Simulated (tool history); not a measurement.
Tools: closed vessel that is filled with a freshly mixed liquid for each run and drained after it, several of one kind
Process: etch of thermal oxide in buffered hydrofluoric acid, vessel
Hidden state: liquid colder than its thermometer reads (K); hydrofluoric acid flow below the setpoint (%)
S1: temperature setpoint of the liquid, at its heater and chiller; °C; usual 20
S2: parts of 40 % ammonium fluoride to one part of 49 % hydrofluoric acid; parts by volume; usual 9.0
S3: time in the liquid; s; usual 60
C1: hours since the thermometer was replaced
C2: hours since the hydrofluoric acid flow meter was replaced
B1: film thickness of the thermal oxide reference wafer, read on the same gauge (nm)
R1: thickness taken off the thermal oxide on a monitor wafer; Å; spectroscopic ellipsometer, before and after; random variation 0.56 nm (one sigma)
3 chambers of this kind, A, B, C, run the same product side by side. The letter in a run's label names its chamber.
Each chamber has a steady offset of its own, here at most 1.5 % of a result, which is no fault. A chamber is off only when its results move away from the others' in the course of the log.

| run | hour | S1 | S2 | S3 | C1 | C2 | B1 | R1 |
|---|---|---|---|---|---|---|---|---|
| 1C | 11.9 | 20 | 9.0 | 60 | 944.9 | 550.9 | 40.005 | 590.03 |
| 2B | 24.9 | 20 | 9.0 | 60 | 288.4 | 852.0 | 40.022 | 601.77 |
|  | 27.3 | chamber A: hydrofluoric acid flow meter replaced |
| 3A | 40.7 | 20 | 9.0 | 60 | 502.1 | 13.4 | 39.966 | 602.67 |
| 4B | 54.8 | 20 | 9.0 | 60 | 318.3 | 881.9 | 40.011 | 602.32 |
| 5A | 63.2 | 20 | 9.0 | 60 | 524.6 | 35.9 | 39.987 | 604.40 |
| 6C | 76.9 | 20 | 12.0 | 75 | 1009.9 | 615.9 | 40.009 | 586.31 |
| 7B | 90.5 | 20 | 12.0 | 75 | 354.0 | 917.6 | 39.980 | 599.95 |
| 8A | 100.7 | 20 | 12.0 | 75 | 562.1 | 73.4 | 40.001 | 584.72 |
| 9C | 113.7 | 20 | 9.0 | 60 | 1046.7 | 652.7 | 39.977 | 604.00 |
| 10A | 122.2 | 20 | 7.5 | 60 | 583.6 | 94.9 | 39.975 | 737.59 |
| 11B | 138.0 | 20 | 7.5 | 60 | 401.5 | 965.1 | 40.011 | 739.80 |
| 12C | 154.0 | 20 | 7.5 | 60 | 1087.0 | 693.0 | 39.982 | 727.68 |
| 13B | 167.1 | 20 | 9.0 | 60 | 430.6 | 994.2 | 40.016 | 616.05 |
|  | 179.5 | chamber A: thermometer replaced |
| 14C | 180.9 | 20 | 9.0 | 60 | 1113.9 | 719.9 | 40.016 | 602.86 |
| 15A | 191.9 | 20 | 9.0 | 60 | 12.5 | 164.6 | 39.979 | 595.08 |
| 16A | 203.1 | 20 | 9.0 | 60 | 23.7 | 175.8 | 39.990 | 597.23 |
| 17B | 210.9 | 20 | 9.0 | 60 | 474.4 | 1038.0 | 40.004 | 606.65 |
| 18C | 222.6 | 22 | 9.0 | 60 | 1155.6 | 761.6 | 39.991 | 660.70 |
| 19A | 237.6 | 22 | 9.0 | 60 | 58.2 | 210.3 | 39.987 | 678.42 |
| 20B | 248.6 | 22 | 9.0 | 60 | 512.1 | 1075.7 | 39.977 | 685.12 |
| 21C | 263.3 | 20 | 9.0 | 60 | 1196.3 | 802.3 | 40.000 | 594.93 |
| 22C | 277.2 | 20 | 9.0 | 60 | 1210.2 | 816.2 | 40.022 | 597.49 |
| 23A | 291.0 | 20 | 9.0 | 60 | 111.6 | 263.7 | 40.047 | 586.52 |
| 24B | 306.5 | 20 | 9.0 | 60 | 570.0 | 1133.6 | 40.022 | 607.15 |

Is one chamber off against the others, does the gauge drift, or is nothing wrong? If a chamber is off, say which, and what the likeliest cause is.

No chamber stands off beyond its own small offset, and the gauge holds steady.
